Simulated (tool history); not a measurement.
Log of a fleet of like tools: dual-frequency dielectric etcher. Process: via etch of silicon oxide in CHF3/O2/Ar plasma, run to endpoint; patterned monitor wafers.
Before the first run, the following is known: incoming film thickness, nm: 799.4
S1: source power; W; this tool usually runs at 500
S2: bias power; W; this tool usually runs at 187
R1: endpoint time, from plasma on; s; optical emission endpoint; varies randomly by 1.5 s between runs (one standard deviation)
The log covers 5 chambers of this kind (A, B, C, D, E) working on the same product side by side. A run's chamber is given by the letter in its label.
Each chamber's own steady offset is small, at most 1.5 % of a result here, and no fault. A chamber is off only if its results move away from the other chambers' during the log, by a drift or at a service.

Run 1D, hour 3.3: usual settings. Result: R1 423.88 s.
Run 2B, hour 8.8: usual settings. Result: R1 428.89 s.
Run 3C, hour 14.6: usual settings. Result: R1 419.79 s.
At hour 15.5: chamber A: source power generator calibrated.
Run 4A, hour 18.1: usual settings. Result: R1 425.61 s.
Run 5E, hour 22.8: usual settings. Result: R1 425.52 s.
Run 6A, hour 26.1: usual settings. Result: R1 426.61 s.
At hour 27.8: chamber E: bias power generator calibrated.
Run 7E, hour 32.5: usual settings. Result: R1 428.79 s.
Run 8D, hour 39.0: usual settings. Result: R1 424.32 s.
At hour 44.8: chamber E: wet clean of the chamber.
Run 9B, hour 45.6: usual settings. Result: R1 426.68 s.
Run 10C, hour 49.7: usual settings. Result: R1 424.38 s.
Run 11E, hour 55.5: usual settings. Result: R1 426.00 s.
Run 12D, hour 61.8: usual settings. Result: R1 427.82 s.
Run 13C, hour 66.5: usual settings. Result: R1 422.81 s.
Run 14A, hour 72.2: usual settings. Result: R1 426.23 s.
Run 15B, hour 77.4: usual settings. Result: R1 425.01 s.
Run 16E, hour 81.5: usual settings but S2 223 W. Result: R1 401.69 s.
Run 17A, hour 85.3: usual settings but S2 223 W. Result: R1 403.86 s.
At hour 89.6: chamber A: wet clean of the chamber.
Run 18B, hour 91.0: usual settings but S2 223 W. Result: R1 401.42 s.
Run 19D, hour 95.1: usual settings but S2 223 W. Result: R1 400.57 s.
Run 20C, hour 99.9: usual settings but S2 223 W. Result: R1 394.30 s.
Run 21C, hour 105.3: usual settings. Result: R1 421.97 s.
Run 22B, hour 111.7: usual settings. Result: R1 428.16 s.
Run 23A, hour 114.9: usual settings. Result: R1 447.59 s.
Run 24D, hour 119.2: usual settings. Result: R1 424.83 s.
Run 25E, hour 124.3: usual settings. Result: R1 428.38 s.
Run 26C, hour 127.5: usual settings. Result: R1 421.33 s.
Run 27B, hour 131.8: usual settings. Result: R1 428.55 s.
Run 28A, hour 136.4: usual settings. Result: R1 448.21 s.
Run 29E, hour 140.9: usual settings. Result: R1 427.32 s.
Run 30D, hour 144.0: usual settings. Result: R1 424.41 s.
Run 31C, hour 146.9: usual settings. Result: R1 420.24 s.
Run 32D, hour 152.9: usual settings. Result: R1 423.40 s.
Run 33E, hour 157.0: usual settings. Result: R1 425.07 s.
Run 34B, hour 163.3: usual settings. Result: R1 428.23 s.
Run 35A, hour 167.5: usual settings but S2 143 W. Result: R1 488.05 s.

All 5 chambers run these settings next. Forecast each chamber's results:
Run 36A, hour 172.2: usual settings but S2 171 W. Result: R1 ?.
Run 36B, hour 172.2: usual settings but S2 171 W. Result: R1 ?.
Run 36C, hour 172.2: usual settings but S2 171 W. Result: R1 ?.
Run 36D, hour 172.2: usual settings but S2 171 W. Result: R1 ?.
Run 36E, hour 172.2: usual settings but S2 171 W. Result: R1 ?.

run      R1
36A  460.00
36B  441.87
36C  434.91
36D  438.00
36E  441.38

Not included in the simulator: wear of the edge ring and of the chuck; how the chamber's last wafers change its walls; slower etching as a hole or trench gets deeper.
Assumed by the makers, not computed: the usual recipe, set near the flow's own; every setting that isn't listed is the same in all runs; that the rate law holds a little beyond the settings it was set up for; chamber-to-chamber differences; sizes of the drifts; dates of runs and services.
